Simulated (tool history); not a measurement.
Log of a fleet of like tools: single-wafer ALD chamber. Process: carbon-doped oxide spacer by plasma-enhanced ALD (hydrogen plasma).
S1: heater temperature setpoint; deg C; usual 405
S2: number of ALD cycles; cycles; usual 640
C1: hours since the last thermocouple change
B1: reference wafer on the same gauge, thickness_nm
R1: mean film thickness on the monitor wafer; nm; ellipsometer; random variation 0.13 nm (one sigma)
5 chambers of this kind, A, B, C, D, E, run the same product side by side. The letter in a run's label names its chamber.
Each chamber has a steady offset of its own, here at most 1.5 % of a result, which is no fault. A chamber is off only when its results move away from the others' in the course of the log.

run   hour   S1   S2      C1      B1      R1
 1C    8.3  405  640   110.4  33.627  31.708
 2A   14.1  405  640  2240.5  33.634  31.815
 3E   22.6  405  640   933.7  33.633  31.814
 4D   31.7  405  640   561.1  33.603  31.312
 5B   38.8  405  640  1637.4  33.613  31.392
 6D   48.3  405  640   577.7  33.622  30.883
 7E   56.8  405  640   967.9  33.612  31.818
 8B   63.3  419  688  1661.9  33.602  32.390
 9C   68.9  419  688   171.0  33.573  32.939
10A   73.7  419  688  2300.1  33.586  32.453
11E   79.6  419  688   990.7  33.593  32.424
12A   86.0  419  688  2312.4  33.618  32.625
13B   94.2  405  640  1692.8  33.608  31.369
14D  104.3  405  640   633.7  33.591  31.380
15C  109.4  405  640   211.5  33.583  31.697
16A  116.0  405  640  2342.4  33.579  31.690
17B  122.9  399  761  1721.5  33.618  37.737
18D  133.1  399  761   662.5  33.612  37.578
19E  143.4  399  761  1054.5  33.616  38.159
20C  151.9  399  761   254.0  33.582  38.673
21D  157.8  399  761   687.2  33.609  37.745
22A  167.4  396  640  2393.8  33.568  32.075
     171.1  -- chamber B: thermocouple changed; heater temperature recalibrated
23C  176.9  396  640   279.0  33.591  32.546
24B  181.5  396  640    10.4  33.586  31.755
25E  189.8  396  640  1100.9  33.625  32.090
26C  197.1  396  640   299.2  33.606  32.576
27B  204.4  405  640    33.3  33.563  31.331
28D  214.1  405  640   743.5  33.571  31.338
29E  222.8  405  640  1133.9  33.576  31.652
30A  230.6  405  640  2457.0  33.595  31.807
31B  240.2  405  640    69.1  33.607  31.460
32D  245.2  405  640   774.6  33.608  31.216
33C  253.8  405  640   355.9  33.607  31.904
34E  263.2  405  640  1174.3  33.576  31.778
35A  268.5  405  640  2494.9  33.596  31.568
36B  273.1  405  640   102.0  33.627  31.304
37C  280.8  405  640   382.9  33.572  31.881
38A  288.7  405  743  2515.1  33.581  36.739

Next, every chamber runs the same settings. What will each give?
39A  296.1  405  640           ?
39B  296.1  405  640           ?
39C  296.1  405  640           ?
39D  296.1  405  640           ?
39E  296.1  405  640           ?

run      R1
39A  31.646
39B  31.330
39C  31.919
39D  31.262
39E  31.796

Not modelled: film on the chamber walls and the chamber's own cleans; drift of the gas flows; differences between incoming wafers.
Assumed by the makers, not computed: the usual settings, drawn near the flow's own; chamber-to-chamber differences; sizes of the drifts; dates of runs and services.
